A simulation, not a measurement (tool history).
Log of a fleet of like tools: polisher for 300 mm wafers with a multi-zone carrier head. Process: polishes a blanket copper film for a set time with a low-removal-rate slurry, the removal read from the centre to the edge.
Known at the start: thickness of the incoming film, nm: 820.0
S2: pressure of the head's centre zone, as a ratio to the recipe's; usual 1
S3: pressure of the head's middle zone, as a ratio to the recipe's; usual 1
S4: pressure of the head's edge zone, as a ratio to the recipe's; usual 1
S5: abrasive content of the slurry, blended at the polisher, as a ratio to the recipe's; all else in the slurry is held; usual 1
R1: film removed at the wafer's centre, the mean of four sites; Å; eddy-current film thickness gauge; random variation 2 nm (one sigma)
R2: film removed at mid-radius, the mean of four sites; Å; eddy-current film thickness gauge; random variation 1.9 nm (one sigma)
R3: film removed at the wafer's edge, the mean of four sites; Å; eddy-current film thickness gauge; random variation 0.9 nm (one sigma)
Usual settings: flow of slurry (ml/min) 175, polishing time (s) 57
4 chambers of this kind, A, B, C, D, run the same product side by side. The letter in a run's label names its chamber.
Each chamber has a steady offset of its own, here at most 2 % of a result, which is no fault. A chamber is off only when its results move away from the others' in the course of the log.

{"run": "1D", "hour": 7.4, "flow of slurry (ml/min)": 175, "S2": 1, "S3": 1, "S4": 1, "S5": 1, "polishing time (s)": 57, "R1": 1505.3, "R2": 1500.3, "R3": 1473.1}
{"run": "2B", "hour": 12.1, "flow of slurry (ml/min)": 175, "S2": 1, "S3": 1, "S4": 1, "S5": 1, "polishing time (s)": 57, "R1": 1477.4, "R2": 1495, "R3": 1468}
{"hour": 18.4, "done": "chamber D: worn pad replaced by a new one"}
{"run": "3A", "hour": 20.0, "flow of slurry (ml/min)": 175, "S2": 1, "S3": 1, "S4": 1, "S5": 1, "polishing time (s)": 57, "R1": 1462.6, "R2": 1456.6, "R3": 1488.3}
{"run": "4C", "hour": 25.7, "flow of slurry (ml/min)": 175, "S2": 1, "S3": 1, "S4": 1, "S5": 1, "polishing time (s)": 57, "R1": 1445.5, "R2": 1479.6, "R3": 1473.4}
{"run": "5C", "hour": 33.2, "flow of slurry (ml/min)": 175, "S2": 1, "S3": 1, "S4": 1, "S5": 1, "polishing time (s)": 57, "R1": 1488.7, "R2": 1477.9, "R3": 1453.6}
{"hour": 35.9, "done": "chamber B: worn pad replaced by a new one"}
{"run": "6B", "hour": 40.6, "flow of slurry (ml/min)": 175, "S2": 1, "S3": 1, "S4": 1, "S5": 1, "polishing time (s)": 57, "R1": 1456.1, "R2": 1471.5, "R3": 1486.9}
{"run": "7D", "hour": 46.5, "flow of slurry (ml/min)": 175, "S2": 1, "S3": 1, "S4": 1, "S5": 1, "polishing time (s)": 57, "R1": 1475, "R2": 1510.5, "R3": 1465.2}
{"run": "8A", "hour": 52.3, "flow of slurry (ml/min)": 175, "S2": 1, "S3": 1, "S4": 1, "S5": 1, "polishing time (s)": 57, "R1": 1471.1, "R2": 1449.9, "R3": 1457.8}
{"run": "9D", "hour": 60.9, "flow of slurry (ml/min)": 175, "S2": 1, "S3": 1, "S4": 1, "S5": 1, "polishing time (s)": 57, "R1": 1512, "R2": 1458.1, "R3": 1476.5}
{"run": "10A", "hour": 66.2, "flow of slurry (ml/min)": 175, "S2": 1, "S3": 1, "S4": 1, "S5": 1, "polishing time (s)": 57, "R1": 1472, "R2": 1489.6, "R3": 1466.2}
{"run": "11B", "hour": 70.8, "flow of slurry (ml/min)": 175, "S2": 1, "S3": 1, "S4": 1, "S5": 1, "polishing time (s)": 57, "R1": 1417.4, "R2": 1522.8, "R3": 1480.8}
{"run": "12C", "hour": 75.4, "flow of slurry (ml/min)": 175, "S2": 0.96, "S3": 1, "S4": 0.95, "S5": 1, "polishing time (s)": 57, "R1": 1441.8, "R2": 1483.3, "R3": 1431.5}
{"run": "13C", "hour": 84.8, "flow of slurry (ml/min)": 175, "S2": 0.96, "S3": 1, "S4": 0.95, "S5": 1, "polishing time (s)": 57, "R1": 1411.1, "R2": 1496.8, "R3": 1404.7}
{"run": "14A", "hour": 93.9, "flow of slurry (ml/min)": 175, "S2": 0.96, "S3": 1, "S4": 0.95, "S5": 1, "polishing time (s)": 57, "R1": 1386.3, "R2": 1488.5, "R3": 1442.1}
{"run": "15D", "hour": 99.5, "flow of slurry (ml/min)": 175, "S2": 0.96, "S3": 1, "S4": 0.95, "S5": 1, "polishing time (s)": 57, "R1": 1425.6, "R2": 1454.4, "R3": 1438.2}
{"hour": 102.4, "done": "chamber A: worn pad replaced by a new one"}
{"run": "16B", "hour": 109.2, "flow of slurry (ml/min)": 175, "S2": 1, "S3": 1, "S4": 1, "S5": 1, "polishing time (s)": 57, "R1": 1483.9, "R2": 1485.4, "R3": 1489.1}
{"hour": 112.8, "done": "chamber B: worn pad replaced by a new one"}
{"run": "17D", "hour": 118.1, "flow of slurry (ml/min)": 175, "S2": 1, "S3": 1, "S4": 1, "S5": 1, "polishing time (s)": 69, "R1": 1807.5, "R2": 1798.1, "R3": 1776.7}
{"run": "18B", "hour": 123.7, "flow of slurry (ml/min)": 175, "S2": 1, "S3": 1, "S4": 1, "S5": 1, "polishing time (s)": 69, "R1": 1788.8, "R2": 1800.5, "R3": 1785}
{"run": "19A", "hour": 128.6, "flow of slurry (ml/min)": 175, "S2": 1, "S3": 1, "S4": 1, "S5": 1, "polishing time (s)": 69, "R1": 1776.5, "R2": 1830.3, "R3": 1782.8}
{"hour": 135.0, "done": "chamber A: edge zone pressure recalibrated"}
{"run": "20C", "hour": 136.1, "flow of slurry (ml/min)": 175, "S2": 1, "S3": 1, "S4": 1, "S5": 1, "polishing time (s)": 69, "R1": 1770.6, "R2": 1812.8, "R3": 1782.5}
{"hour": 138.0, "done": "chamber B: edge zone pressure recalibrated"}
{"hour": 139.6, "done": "chamber A: centre zone pressure recalibrated"}
{"run": "21B", "hour": 145.4, "flow of slurry (ml/min)": 175, "S2": 1, "S3": 1, "S4": 1, "S5": 1, "polishing time (s)": 57, "R1": 1444.1, "R2": 1473.6, "R3": 1489.8}
{"hour": 152.3, "done": "chamber D: centre zone pressure recalibrated"}
{"run": "22A", "hour": 153.2, "flow of slurry (ml/min)": 175, "S2": 1, "S3": 1, "S4": 1, "S5": 1, "polishing time (s)": 57, "R1": 1507.5, "R2": 1462.4, "R3": 1452.1}
{"hour": 155.5, "done": "chamber C: worn pad replaced by a new one"}
{"run": "23C", "hour": 162.2, "flow of slurry (ml/min)": 175, "S2": 1, "S3": 1, "S4": 1, "S5": 1, "polishing time (s)": 57, "R1": 1483.4, "R2": 1478.1, "R3": 1457.1}
{"run": "24D", "hour": 168.7, "flow of slurry (ml/min)": 175, "S2": 1, "S3": 1, "S4": 1, "S5": 1, "polishing time (s)": 57, "R1": 1478.2, "R2": 1485.1, "R3": 1463.4}
{"run": "25A", "hour": 178.0, "flow of slurry (ml/min)": 175, "S2": 1, "S3": 1, "S4": 1, "S5": 1, "polishing time (s)": 57, "R1": 1474.5, "R2": 1448, "R3": 1479.4}

All 4 chambers run these settings next. Forecast each chamber's results:
{"run": "26A", "hour": 185.2, "flow of slurry (ml/min)": 130, "S2": 1, "S3": 1, "S4": 1, "S5": 1, "polishing time (s)": 57, "R1": "?", "R2": "?", "R3": "?"}
{"run": "26B", "hour": 185.2, "flow of slurry (ml/min)": 130, "S2": 1, "S3": 1, "S4": 1, "S5": 1, "polishing time (s)": 57, "R1": "?", "R2": "?", "R3": "?"}
{"run": "26C", "hour": 185.2, "flow of slurry (ml/min)": 130, "S2": 1, "S3": 1, "S4": 1, "S5": 1, "polishing time (s)": 57, "R1": "?", "R2": "?", "R3": "?"}
{"run": "26D", "hour": 185.2, "flow of slurry (ml/min)": 130, "S2": 1, "S3": 1, "S4": 1, "S5": 1, "polishing time (s)": 57, "R1": "?", "R2": "?", "R3": "?"}

run=26A R1=1386.2 R2=1432.9 R3=1417.1
run=26B R1=1326.3 R2=1427 R3=1428.7
run=26C R1=1376.3 R2=1435.6 R3=1417.5
run=26D R1=1379.7 R2=1391 R3=1407.5
